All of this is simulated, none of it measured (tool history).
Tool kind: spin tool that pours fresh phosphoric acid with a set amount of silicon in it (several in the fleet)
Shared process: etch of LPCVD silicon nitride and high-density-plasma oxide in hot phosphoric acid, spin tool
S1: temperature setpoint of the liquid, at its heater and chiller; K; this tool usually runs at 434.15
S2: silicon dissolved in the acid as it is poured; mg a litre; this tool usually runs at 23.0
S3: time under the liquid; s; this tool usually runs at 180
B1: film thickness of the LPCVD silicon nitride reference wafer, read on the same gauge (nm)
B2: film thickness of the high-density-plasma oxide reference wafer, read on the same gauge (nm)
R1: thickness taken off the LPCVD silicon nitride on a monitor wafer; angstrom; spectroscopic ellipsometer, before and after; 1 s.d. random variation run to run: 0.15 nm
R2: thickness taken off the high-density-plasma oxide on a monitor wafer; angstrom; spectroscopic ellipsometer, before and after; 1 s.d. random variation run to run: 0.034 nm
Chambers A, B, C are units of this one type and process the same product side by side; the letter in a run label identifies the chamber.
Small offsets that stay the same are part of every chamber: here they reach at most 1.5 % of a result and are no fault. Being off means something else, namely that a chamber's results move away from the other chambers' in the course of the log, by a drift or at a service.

-- hour=0.5 chamber B: thermometer replaced
run 1B hour=12.7 | S1=434.15 S2=23.0 S3=180 | B1=100.020 B2=100.010 | R1=145.840 R2=4.6005
-- hour=17.7 chamber A: thermometer replaced
run 2C hour=25.0 | S1=434.15 S2=23.0 S3=180 | B1=100.020 B2=99.994 | R1=146.790 R2=4.0915
run 3A hour=36.6 | S1=434.15 S2=23.0 S3=180 | B1=100.010 B2=100.030 | R1=147.090 R2=5.0216
run 4A hour=50.5 | S1=434.15 S2=23.0 S3=180 | B1=100.030 B2=99.978 | R1=146.580 R2=5.2864
-- hour=58.8 chamber C: dissolved silicon flow meter replaced
run 5B hour=61.4 | S1=434.15 S2=23.0 S3=180 | B1=99.963 B2=99.972 | R1=144.040 R2=4.4626
run 6C hour=68.4 | S1=434.15 S2=23.0 S3=180 | B1=99.978 B2=99.982 | R1=147.870 R2=4.6540
run 7A hour=75.0 | S1=434.15 S2=23.0 S3=180 | B1=100.000 B2=99.967 | R1=148.550 R2=5.4132
run 8C hour=89.4 | S1=434.15 S2=23.0 S3=180 | B1=99.975 B2=99.992 | R1=146.020 R2=4.2991
run 9B hour=101.0 | S1=434.15 S2=23.0 S3=180 | B1=99.992 B2=99.978 | R1=144.010 R2=4.9519
run 10C hour=110.1 | S1=434.15 S2=23.0 S3=180 | B1=99.997 B2=100.010 | R1=146.940 R2=5.0223
run 11A hour=122.3 | S1=434.15 S2=23.0 S3=180 | B1=99.990 B2=99.999 | R1=146.360 R2=4.6081
run 12B hour=132.9 | S1=434.15 S2=23.0 S3=180 | B1=99.985 B2=99.992 | R1=144.860 R2=4.8233
run 13C hour=147.3 | S1=434.15 S2=13.0 S3=130 | B1=100.040 B2=100.010 | R1=106.520 R2=4.1582
run 14A hour=159.7 | S1=434.15 S2=13.0 S3=130 | B1=99.982 B2=99.967 | R1=108.060 R2=4.8329
-- hour=169.1 chamber A: dissolved silicon flow meter replaced
run 15B hour=169.4 | S1=434.15 S2=13.0 S3=130 | B1=100.000 B2=99.986 | R1=103.670 R2=4.5103
run 16B hour=183.0 | S1=434.15 S2=23.0 S3=180 | B1=99.976 B2=99.978 | R1=144.270 R2=4.3640
run 17A hour=192.6 | S1=434.15 S2=23.0 S3=180 | B1=100.040 B2=100.010 | R1=148.610 R2=4.0304
run 18C hour=206.3 | S1=434.15 S2=23.0 S3=100 | B1=99.999 B2=100.010 | R1=80.447 R2=2.3177
run 19C hour=217.8 | S1=434.15 S2=23.0 S3=100 | B1=100.010 B2=100.020 | R1=81.619 R2=2.1966
run 20B hour=231.8 | S1=434.15 S2=23.0 S3=100 | B1=100.000 B2=99.997 | R1=80.890 R2=2.4095
run 21A hour=245.3 | S1=434.15 S2=23.0 S3=180 | B1=100.040 B2=99.981 | R1=147.610 R2=4.4236
run 22B hour=254.1 | S1=434.15 S2=23.0 S3=180 | B1=100.030 B2=99.998 | R1=144.350 R2=4.2630
run 23C hour=261.0 | S1=434.15 S2=10.0 S3=280 | B1=100.020 B2=99.975 | R1=227.810 R2=10.0090
run 24A hour=267.7 | S1=434.15 S2=10.0 S3=280 | B1=100.020 B2=100.000 | R1=228.290 R2=9.5309
run 25B hour=282.9 | S1=434.15 S2=10.0 S3=280 | B1=100.000 B2=100.020 | R1=226.180 R2=10.1580
run 26A hour=291.6 | S1=434.15 S2=23.0 S3=250 | B1=99.997 B2=100.020 | R1=202.260 R2=5.5416
run 27C hour=304.2 | S1=434.15 S2=23.0 S3=250 | B1=99.993 B2=100.020 | R1=200.810 R2=6.7009
run 28C hour=317.8 | S1=434.15 S2=23.0 S3=250 | B1=99.990 B2=99.971 | R1=201.060 R2=6.3060
-- hour=318.9 chamber C: thermometer replaced
run 29B hour=325.6 | S1=434.15 S2=23.0 S3=180 | B1=100.000 B2=99.987 | R1=143.990 R2=4.6613
run 30A hour=339.8 | S1=434.15 S2=23.0 S3=180 | B1=100.000 B2=100.040 | R1=147.110 R2=4.3435
run 31C hour=346.6 | S1=434.15 S2=23.0 S3=180 | B1=99.972 B2=99.975 | R1=147.740 R2=4.8612
run 32B hour=360.3 | S1=434.15 S2=23.0 S3=180 | B1=99.998 B2=100.060 | R1=144.230 R2=4.3170
run 33A hour=370.9 | S1=434.15 S2=23.0 S3=180 | B1=99.988 B2=100.030 | R1=146.510 R2=4.2924
run 34C hour=378.1 | S1=434.15 S2=23.0 S3=180 | B1=100.020 B2=99.957 | R1=146.420 R2=4.4701
run 35A hour=385.6 | S1=431.65 S2=14.0 S3=180 | B1=99.965 B2=100.010 | R1=134.370 R2=3.6845
run 36B hour=395.7 | S1=431.65 S2=14.0 S3=180 | B1=99.955 B2=100.010 | R1=135.100 R2=4.5509
run 37B hour=403.7 | S1=431.65 S2=14.0 S3=180 | B1=99.964 B2=99.993 | R1=134.170 R2=4.7050
run 38C hour=416.4 | S1=434.15 S2=23.0 S3=180 | B1=99.991 B2=99.996 | R1=146.530 R2=4.8361
run 39A hour=427.6 | S1=434.15 S2=23.0 S3=180 | B1=99.976 B2=100.000 | R1=143.570 R2=4.7197
run 40B hour=436.1 | S1=434.15 S2=23.0 S3=180 | B1=99.949 B2=100.000 | R1=143.800 R2=4.0098

Does one chamber stand apart from the rest, does the shared gauge drift, or is all well apart from small per-chamber offsets? Give the chamber and the most likely cause, where there is one.

Beyond each chamber's small constant offset nothing stands out, and the gauge stays steady.
